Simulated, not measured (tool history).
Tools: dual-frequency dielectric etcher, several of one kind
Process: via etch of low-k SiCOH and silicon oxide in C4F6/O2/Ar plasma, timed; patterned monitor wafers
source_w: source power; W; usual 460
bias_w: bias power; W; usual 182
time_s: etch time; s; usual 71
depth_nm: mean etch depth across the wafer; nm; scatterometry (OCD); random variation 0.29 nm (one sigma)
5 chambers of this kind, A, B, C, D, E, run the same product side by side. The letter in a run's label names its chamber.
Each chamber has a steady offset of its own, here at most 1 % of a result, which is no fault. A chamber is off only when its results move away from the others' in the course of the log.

| run | hour | source_w | bias_w | time_s | read-back reference wafer on the same gauge, depth_nm | depth_nm |
|---|---|---|---|---|---|---|
| 1B | 4.2 | 460 | 182 | 71 | 228.98 | 212.79 |
| 2E | 8.1 | 460 | 182 | 71 | 228.96 | 211.19 |
| 3A | 10.3 | 460 | 182 | 71 | 228.87 | 209.43 |
| 4D | 14.3 | 460 | 182 | 71 | 228.85 | 210.97 |
| 5C | 18.4 | 460 | 182 | 71 | 228.82 | 211.76 |
| 6C | 22 | 460 | 182 | 71 | 228.78 | 211.61 |
| 7D | 26.3 | 460 | 182 | 71 | 228.68 | 210.49 |
|  | 27.6 | chamber D: bias power generator calibrated |
| 8E | 30.5 | 460 | 182 | 71 | 228.63 | 210.55 |
| 9A | 33.7 | 460 | 182 | 71 | 228.61 | 209.61 |
| 10B | 35.9 | 460 | 182 | 71 | 228.64 | 212.47 |
| 11C | 38.2 | 460 | 182 | 71 | 228.6 | 211.52 |
| 12E | 40.8 | 460 | 182 | 71 | 228.53 | 210.86 |
| 13A | 45.5 | 460 | 182 | 71 | 228.53 | 209.52 |
| 14D | 48.9 | 460 | 182 | 71 | 228.44 | 209.67 |
| 15B | 53.5 | 460 | 182 | 71 | 228.39 | 212.09 |
| 16E | 57.8 | 460 | 182 | 71 | 228.37 | 210.53 |
| 17C | 61.8 | 460 | 182 | 71 | 228.36 | 211.62 |
| 18A | 66.8 | 460 | 182 | 71 | 228.28 | 209.47 |
| 19D | 69.5 | 460 | 182 | 71 | 228.23 | 209.33 |
| 20B | 72.6 | 460 | 182 | 71 | 228.27 | 211.51 |
| 21B | 75.2 | 460 | 182 | 71 | 228.16 | 211.6 |
| 22A | 77.4 | 460 | 182 | 71 | 228.09 | 208.51 |
| 23C | 80.2 | 460 | 182 | 71 | 228.13 | 210.6 |
| 24D | 84.5 | 460 | 182 | 71 | 228.12 | 209.69 |
| 25E | 88.8 | 460 | 182 | 71 | 227.92 | 210.57 |
| 26C | 93.4 | 460 | 182 | 71 | 227.96 | 210.46 |
| 27B | 97.4 | 460 | 154 | 62 | 227.86 | 175.15 |
| 28D | 101.4 | 460 | 154 | 62 | 227.95 | 173.8 |
| 29E | 106.3 | 460 | 154 | 62 | 227.86 | 173.99 |
| 30A | 110 | 460 | 154 | 62 | 227.79 | 173.04 |
| 31B | 113.8 | 460 | 154 | 62 | 227.72 | 175.56 |

Next, every chamber runs the same settings. What will each give?
| 32A | 117.4 | 540 | 182 | 71 |  | ? |
| 32B | 117.4 | 540 | 182 | 71 |  | ? |
| 32C | 117.4 | 540 | 182 | 71 |  | ? |
| 32D | 117.4 | 540 | 182 | 71 |  | ? |
| 32E | 117.4 | 540 | 182 | 71 |  | ? |

| run | depth_nm |
|---|---|
| 32A | 221.98 |
| 32B | 224.83 |
| 32C | 224.36 |
| 32D | 222.81 |
| 32E | 223.12 |
